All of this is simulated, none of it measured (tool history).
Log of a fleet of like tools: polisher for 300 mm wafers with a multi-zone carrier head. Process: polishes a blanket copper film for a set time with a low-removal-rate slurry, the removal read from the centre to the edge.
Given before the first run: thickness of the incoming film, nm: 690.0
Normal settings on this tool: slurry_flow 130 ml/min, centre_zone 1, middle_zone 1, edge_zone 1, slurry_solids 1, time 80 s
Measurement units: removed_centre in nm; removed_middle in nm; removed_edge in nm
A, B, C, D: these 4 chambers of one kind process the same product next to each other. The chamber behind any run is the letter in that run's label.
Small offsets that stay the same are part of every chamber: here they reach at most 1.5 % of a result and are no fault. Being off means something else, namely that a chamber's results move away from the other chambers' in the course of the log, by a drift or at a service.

-- hour=6.8 chamber C: worn pad replaced by a new one
run 1D hour=9 | slurry_flow=130 centre_zone=1 middle_zone=1 edge_zone=1 slurry_solids=1 time=80 | removed_centre=233.19 removed_middle=241.33 removed_edge=240.52
-- hour=9.8 chamber C: edge zone pressure recalibrated
run 2C hour=19.9 | slurry_flow=130 centre_zone=1 middle_zone=1 edge_zone=1 slurry_solids=1 time=80 | removed_centre=242.11 removed_middle=239.67 removed_edge=239.79
run 3A hour=31.1 | slurry_flow=130 centre_zone=1 middle_zone=1 edge_zone=1 slurry_solids=1 time=80 | removed_centre=235.35 removed_middle=235.57 removed_edge=233.64
-- hour=31.8 chamber D: worn pad replaced by a new one
run 4B hour=38.3 | slurry_flow=130 centre_zone=1 middle_zone=1 edge_zone=1 slurry_solids=1 time=80 | removed_centre=233.39 removed_middle=236.16 removed_edge=239.7
-- hour=41.8 chamber B: slurry nozzle cleaned
run 5A hour=44.3 | slurry_flow=130 centre_zone=1 middle_zone=1 edge_zone=1 slurry_solids=1 time=80 | removed_centre=239.79 removed_middle=233.09 removed_edge=238.16
-- hour=48.5 chamber B: worn pad replaced by a new one
run 6D hour=54.7 | slurry_flow=130 centre_zone=1 middle_zone=1 edge_zone=1 slurry_solids=1 time=80 | removed_centre=239.89 removed_middle=240.1 removed_edge=236.94
run 7B hour=65.1 | slurry_flow=130 centre_zone=1 middle_zone=1 edge_zone=1 slurry_solids=1 time=80 | removed_centre=240.17 removed_middle=239.96 removed_edge=241.5
run 8C hour=78.1 | slurry_flow=130 centre_zone=1 middle_zone=1 edge_zone=1 slurry_solids=1 time=80 | removed_centre=241.13 removed_middle=243.94 removed_edge=235.77
-- hour=80.4 chamber A: worn pad replaced by a new one
run 9C hour=87 | slurry_flow=130 centre_zone=1 middle_zone=1 edge_zone=1 slurry_solids=1 time=80 | removed_centre=240.1 removed_middle=241.65 removed_edge=242.8
-- hour=87.5 chamber C: worn pad replaced by a new one
run 10A hour=93 | slurry_flow=130 centre_zone=1 middle_zone=1 edge_zone=1 slurry_solids=1 time=80 | removed_centre=239.59 removed_middle=237.92 removed_edge=236.71
run 11D hour=98.8 | slurry_flow=130 centre_zone=1 middle_zone=1 edge_zone=1 slurry_solids=1 time=80 | removed_centre=237.05 removed_middle=240.56 removed_edge=239.07
run 12B hour=107.3 | slurry_flow=130 centre_zone=1 middle_zone=1 edge_zone=1 slurry_solids=1 time=80 | removed_centre=243.2 removed_middle=239.97 removed_edge=240.77
-- hour=115.9 chamber D: worn pad replaced by a new one
run 13D hour=117.1 | slurry_flow=130 centre_zone=1 middle_zone=1 edge_zone=1 slurry_solids=1 time=80 | removed_centre=233.05 removed_middle=238.01 removed_edge=239.78
run 14C hour=123.2 | slurry_flow=130 centre_zone=1 middle_zone=1 edge_zone=1 slurry_solids=1.2 time=99 | removed_centre=308.1 removed_middle=313.25 removed_edge=302.16
-- hour=125.7 chamber A: centre zone pressure recalibrated
-- hour=126 chamber D: slurry nozzle cleaned
run 15B hour=130.5 | slurry_flow=130 centre_zone=1 middle_zone=1 edge_zone=1 slurry_solids=1.2 time=99 | removed_centre=306.51 removed_middle=297.06 removed_edge=311.91
-- hour=140.2 chamber B: worn pad replaced by a new one
run 16A hour=142.2 | slurry_flow=130 centre_zone=1 middle_zone=1 edge_zone=1 slurry_solids=1.2 time=99 | removed_centre=309.89 removed_middle=308.05 removed_edge=306.21
run 17B hour=149.2 | slurry_flow=130 centre_zone=1 middle_zone=1 edge_zone=1 slurry_solids=1.2 time=99 | removed_centre=312.7 removed_middle=309.84 removed_edge=308.57
run 18D hour=156.2 | slurry_flow=130 centre_zone=1 middle_zone=1 edge_zone=1 slurry_solids=1 time=80 | removed_centre=237.82 removed_middle=237.65 removed_edge=241.04
run 19A hour=162 | slurry_flow=130 centre_zone=1 middle_zone=1 edge_zone=1 slurry_solids=0.9 time=102 | removed_centre=296.66 removed_middle=292.8 removed_edge=295.07
-- hour=167.1 chamber B: centre zone pressure recalibrated
-- hour=171.3 chamber C: worn pad replaced by a new one
run 20C hour=172.8 | slurry_flow=130 centre_zone=1 middle_zone=1 edge_zone=1 slurry_solids=0.9 time=102 | removed_centre=304.25 removed_middle=307.41 removed_edge=296.84
run 21D hour=183.5 | slurry_flow=130 centre_zone=1 middle_zone=1 edge_zone=1 slurry_solids=0.9 time=102 | removed_centre=302.44 removed_middle=297.54 removed_edge=299.28
-- hour=185.2 chamber D: centre zone pressure recalibrated
-- hour=189.1 chamber D: worn pad replaced by a new one
run 22B hour=194.3 | slurry_flow=130 centre_zone=1 middle_zone=1 edge_zone=1 slurry_solids=0.9 time=102 | removed_centre=303.43 removed_middle=296 removed_edge=299.89
-- hour=198.5 chamber A: worn pad replaced by a new one
run 23C hour=204.9 | slurry_flow=130 centre_zone=1 middle_zone=1 edge_zone=1 slurry_solids=1 time=80 | removed_centre=238.38 removed_middle=240.29 removed_edge=232.98
run 24A hour=211 | slurry_flow=130 centre_zone=1 middle_zone=1 edge_zone=1 slurry_solids=1 time=80 | removed_centre=243.14 removed_middle=236.83 removed_edge=234.11
run 25B hour=216.7 | slurry_flow=130 centre_zone=1 middle_zone=1 edge_zone=1 slurry_solids=1 time=80 | removed_centre=239.6 removed_middle=237.21 removed_edge=238.44
-- hour=220.3 chamber B: worn pad replaced by a new one
run 26A hour=229.1 | slurry_flow=130 centre_zone=1 middle_zone=1 edge_zone=1 slurry_solids=1 time=80 | removed_centre=238.52 removed_middle=237.44 removed_edge=240.18
run 27C hour=237.2 | slurry_flow=130 centre_zone=1 middle_zone=1 edge_zone=1 slurry_solids=1 time=80 | removed_centre=240.75 removed_middle=240.03 removed_edge=237.25
run 28D hour=245.7 | slurry_flow=130 centre_zone=1 middle_zone=1 edge_zone=1 slurry_solids=1 time=80 | removed_centre=219.79 removed_middle=243.06 removed_edge=241.68
run 29D hour=252.1 | slurry_flow=130 centre_zone=1 middle_zone=1 edge_zone=1 slurry_solids=1 time=80 | removed_centre=219.6 removed_middle=244.43 removed_edge=248.3
-- hour=259.2 chamber C: worn pad replaced by a new one
run 30A hour=261 | slurry_flow=130 centre_zone=1 middle_zone=1 edge_zone=1 slurry_solids=1 time=80 | removed_centre=235.19 removed_middle=236.28 removed_edge=237.92
-- hour=264.4 chamber D: worn pad replaced by a new one
run 31C hour=268.8 | slurry_flow=130 centre_zone=1 middle_zone=1 edge_zone=1 slurry_solids=1 time=80 | removed_centre=244.64 removed_middle=244.95 removed_edge=236.97
run 32B hour=277.9 | slurry_flow=130 centre_zone=1 middle_zone=1 edge_zone=1 slurry_solids=1 time=80 | removed_centre=236.32 removed_middle=239.13 removed_edge=240.27
run 33A hour=283.7 | slurry_flow=130 centre_zone=1 middle_zone=1 edge_zone=1 slurry_solids=1 time=80 | removed_centre=239.23 removed_middle=234.65 removed_edge=234.28
run 34D hour=294.3 | slurry_flow=130 centre_zone=1 middle_zone=1 edge_zone=1 slurry_solids=1 time=80 | removed_centre=222.73 removed_middle=238.04 removed_edge=234.2
run 35B hour=301.6 | slurry_flow=130 centre_zone=1 middle_zone=1 edge_zone=1 slurry_solids=1 time=80 | removed_centre=239.05 removed_middle=242.05 removed_edge=238.86

One chamber off, gauge drift, or nothing amiss beyond the chambers' own small offsets? If it is a chamber, which one, and what is the likeliest cause?

A service on chamber D put it out of line with the rest.
Cause: centre zone's pressure below its setpoint, % = 7.31.

Below are 4 candidate recipes for chamber D's next run, each the usual settings with a change, their results shown as question marks. Which of them brings D's results back in line with what the other chambers give on the usual settings?
In-line tolerance around the mean of the other chambers on the usual settings: removed_centre 7.9 nm; removed_middle 9.9 nm; removed_edge 12 nm
run 36D-1 hour=311.1 | slurry_flow=135 centre_zone=1.07 middle_zone=0.99 edge_zone=0.97 slurry_solids=1 time=80 | removed_centre=? removed_middle=? removed_edge=?
run 36D-2 hour=311.1 | slurry_flow=130 centre_zone=1.03 middle_zone=1 edge_zone=0.99 slurry_solids=1 time=80 | removed_centre=? removed_middle=? removed_edge=?
run 36D-3 hour=311.1 | slurry_flow=125 centre_zone=0.93 middle_zone=1.01 edge_zone=1.03 slurry_solids=1 time=80 | removed_centre=? removed_middle=? removed_edge=?
run 36D-4 hour=311.1 | slurry_flow=130 centre_zone=0.97 middle_zone=1 edge_zone=1.01 slurry_solids=1 time=80 | removed_centre=? removed_middle=? removed_edge=?

The other chambers' mean on the usual settings: removed_centre 239.47 nm; removed_middle 238.57 nm; removed_edge 237.9 nm
run=36D-1 removed_centre=238.53 removed_middle=240.79 removed_edge=238.04
run=36D-2 removed_centre=226.55 removed_middle=241.07 removed_edge=239.12
run=36D-3 removed_centre=200.14 removed_middle=241.25 removed_edge=242.56
run=36D-4 removed_centre=211.93 removed_middle=241.14 removed_edge=241.63
Change 36D-1 lands the chamber within the allowed miss of the other chambers.

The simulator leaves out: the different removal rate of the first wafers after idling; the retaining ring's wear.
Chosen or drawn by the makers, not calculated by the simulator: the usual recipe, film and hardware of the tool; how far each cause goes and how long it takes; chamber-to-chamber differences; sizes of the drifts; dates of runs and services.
